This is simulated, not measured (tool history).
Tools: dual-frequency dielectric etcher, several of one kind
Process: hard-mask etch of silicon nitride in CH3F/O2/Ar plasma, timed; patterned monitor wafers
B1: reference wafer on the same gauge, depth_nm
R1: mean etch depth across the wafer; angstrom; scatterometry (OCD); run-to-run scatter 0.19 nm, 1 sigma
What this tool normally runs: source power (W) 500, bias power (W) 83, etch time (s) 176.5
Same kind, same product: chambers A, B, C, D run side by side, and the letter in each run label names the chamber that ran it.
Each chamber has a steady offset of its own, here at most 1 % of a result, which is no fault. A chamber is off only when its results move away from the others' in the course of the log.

run 1A hour=4.2 | source_power_(W)=500 bias_power_(W)=83 etch_time_(s)=176.5 | B1=140.95 | R1=1416.4
run 2B hour=9.8 | source_power_(W)=500 bias_power_(W)=83 etch_time_(s)=176.5 | B1=140.93 | R1=1424.2
run 3C hour=14.7 | source_power_(W)=500 bias_power_(W)=83 etch_time_(s)=176.5 | B1=140.94 | R1=1398.7
run 4D hour=21.7 | source_power_(W)=500 bias_power_(W)=83 etch_time_(s)=176.5 | B1=140.86 | R1=1419.9
-- hour=21.9 chamber C: wet clean of the chamber
run 5B hour=28.8 | source_power_(W)=500 bias_power_(W)=83 etch_time_(s)=176.5 | B1=140.86 | R1=1419.7
run 6D hour=35.5 | source_power_(W)=500 bias_power_(W)=83 etch_time_(s)=176.5 | B1=140.88 | R1=1420.3
run 7C hour=39.8 | source_power_(W)=500 bias_power_(W)=83 etch_time_(s)=176.5 | B1=140.90 | R1=1398.1
-- hour=43.1 chamber D: bias power generator calibrated
run 8A hour=44.4 | source_power_(W)=500 bias_power_(W)=83 etch_time_(s)=176.5 | B1=140.86 | R1=1410.2
run 9D hour=48.9 | source_power_(W)=500 bias_power_(W)=83 etch_time_(s)=176.5 | B1=140.73 | R1=1418.5
-- hour=53.0 chamber B: wet clean of the chamber
run 10B hour=55.0 | source_power_(W)=500 bias_power_(W)=83 etch_time_(s)=176.5 | B1=140.82 | R1=1418.1
run 11A hour=60.9 | source_power_(W)=500 bias_power_(W)=83 etch_time_(s)=176.5 | B1=140.80 | R1=1412.8
run 12C hour=65.2 | source_power_(W)=590 bias_power_(W)=83 etch_time_(s)=176.5 | B1=140.74 | R1=1484.5
run 13D hour=69.7 | source_power_(W)=590 bias_power_(W)=83 etch_time_(s)=176.5 | B1=140.72 | R1=1504.5
run 14B hour=74.2 | source_power_(W)=590 bias_power_(W)=83 etch_time_(s)=176.5 | B1=140.77 | R1=1514.9
run 15C hour=80.6 | source_power_(W)=590 bias_power_(W)=83 etch_time_(s)=176.5 | B1=140.72 | R1=1485.0
run 16A hour=83.9 | source_power_(W)=500 bias_power_(W)=83 etch_time_(s)=176.5 | B1=140.66 | R1=1411.1
run 17B hour=90.2 | source_power_(W)=500 bias_power_(W)=83 etch_time_(s)=176.5 | B1=140.66 | R1=1419.3
run 18D hour=96.0 | source_power_(W)=500 bias_power_(W)=83 etch_time_(s)=176.5 | B1=140.63 | R1=1413.2
run 19A hour=102.2 | source_power_(W)=500 bias_power_(W)=71 etch_time_(s)=176.5 | B1=140.67 | R1=1335.4
run 20C hour=107.1 | source_power_(W)=500 bias_power_(W)=71 etch_time_(s)=176.5 | B1=140.60 | R1=1321.8
run 21C hour=112.5 | source_power_(W)=500 bias_power_(W)=71 etch_time_(s)=176.5 | B1=140.58 | R1=1323.6
run 22A hour=118.7 | source_power_(W)=500 bias_power_(W)=71 etch_time_(s)=176.5 | B1=140.55 | R1=1336.1
run 23D hour=124.5 | source_power_(W)=500 bias_power_(W)=83 etch_time_(s)=176.5 | B1=140.49 | R1=1417.1
run 24B hour=128.6 | source_power_(W)=500 bias_power_(W)=83 etch_time_(s)=176.5 | B1=140.56 | R1=1412.5
run 25C hour=134.2 | source_power_(W)=500 bias_power_(W)=83 etch_time_(s)=176.5 | B1=140.50 | R1=1395.9
run 26B hour=138.2 | source_power_(W)=500 bias_power_(W)=83 etch_time_(s)=176.5 | B1=140.48 | R1=1415.5
run 27D hour=142.0 | source_power_(W)=500 bias_power_(W)=83 etch_time_(s)=176.5 | B1=140.51 | R1=1415.4
run 28A hour=147.3 | source_power_(W)=500 bias_power_(W)=83 etch_time_(s)=176.5 | B1=140.43 | R1=1411.3
run 29D hour=152.2 | source_power_(W)=500 bias_power_(W)=83 etch_time_(s)=176.5 | B1=140.46 | R1=1413.8
run 30B hour=156.0 | source_power_(W)=500 bias_power_(W)=83 etch_time_(s)=176.5 | B1=140.38 | R1=1416.6
run 31A hour=159.4 | source_power_(W)=500 bias_power_(W)=83 etch_time_(s)=176.5 | B1=140.38 | R1=1404.5
run 32C hour=163.5 | source_power_(W)=500 bias_power_(W)=83 etch_time_(s)=176.5 | B1=140.42 | R1=1391.5
run 33A hour=169.6 | source_power_(W)=500 bias_power_(W)=83 etch_time_(s)=216.0 | B1=140.34 | R1=1723.2
run 34C hour=173.1 | source_power_(W)=500 bias_power_(W)=83 etch_time_(s)=216.0 | B1=140.31 | R1=1699.7
-- hour=177.5 chamber A: wet clean of the chamber
run 35D hour=179.1 | source_power_(W)=500 bias_power_(W)=83 etch_time_(s)=216.0 | B1=140.30 | R1=1730.1
run 36B hour=182.5 | source_power_(W)=500 bias_power_(W)=83 etch_time_(s)=216.0 | B1=140.33 | R1=1731.2
run 37B hour=186.7 | source_power_(W)=500 bias_power_(W)=83 etch_time_(s)=176.5 | B1=140.32 | R1=1414.2
run 38D hour=192.8 | source_power_(W)=500 bias_power_(W)=83 etch_time_(s)=176.5 | B1=140.33 | R1=1415.6
run 39C hour=199.4 | source_power_(W)=500 bias_power_(W)=83 etch_time_(s)=176.5 | B1=140.28 | R1=1392.8
run 40A hour=205.8 | source_power_(W)=500 bias_power_(W)=83 etch_time_(s)=176.5 | B1=140.18 | R1=1407.9

Has any chamber moved away from the others, gradually or after a service, or does the common gauge drift, or do the chambers differ only by their own small steady offsets? State the chamber and the most likely cause if one applies.

It is the gauge, not a chamber: its drift shows up in every chamber's results at once, and no chamber is off.
Likeliest cause: gauge reads low (%) = 0.564.

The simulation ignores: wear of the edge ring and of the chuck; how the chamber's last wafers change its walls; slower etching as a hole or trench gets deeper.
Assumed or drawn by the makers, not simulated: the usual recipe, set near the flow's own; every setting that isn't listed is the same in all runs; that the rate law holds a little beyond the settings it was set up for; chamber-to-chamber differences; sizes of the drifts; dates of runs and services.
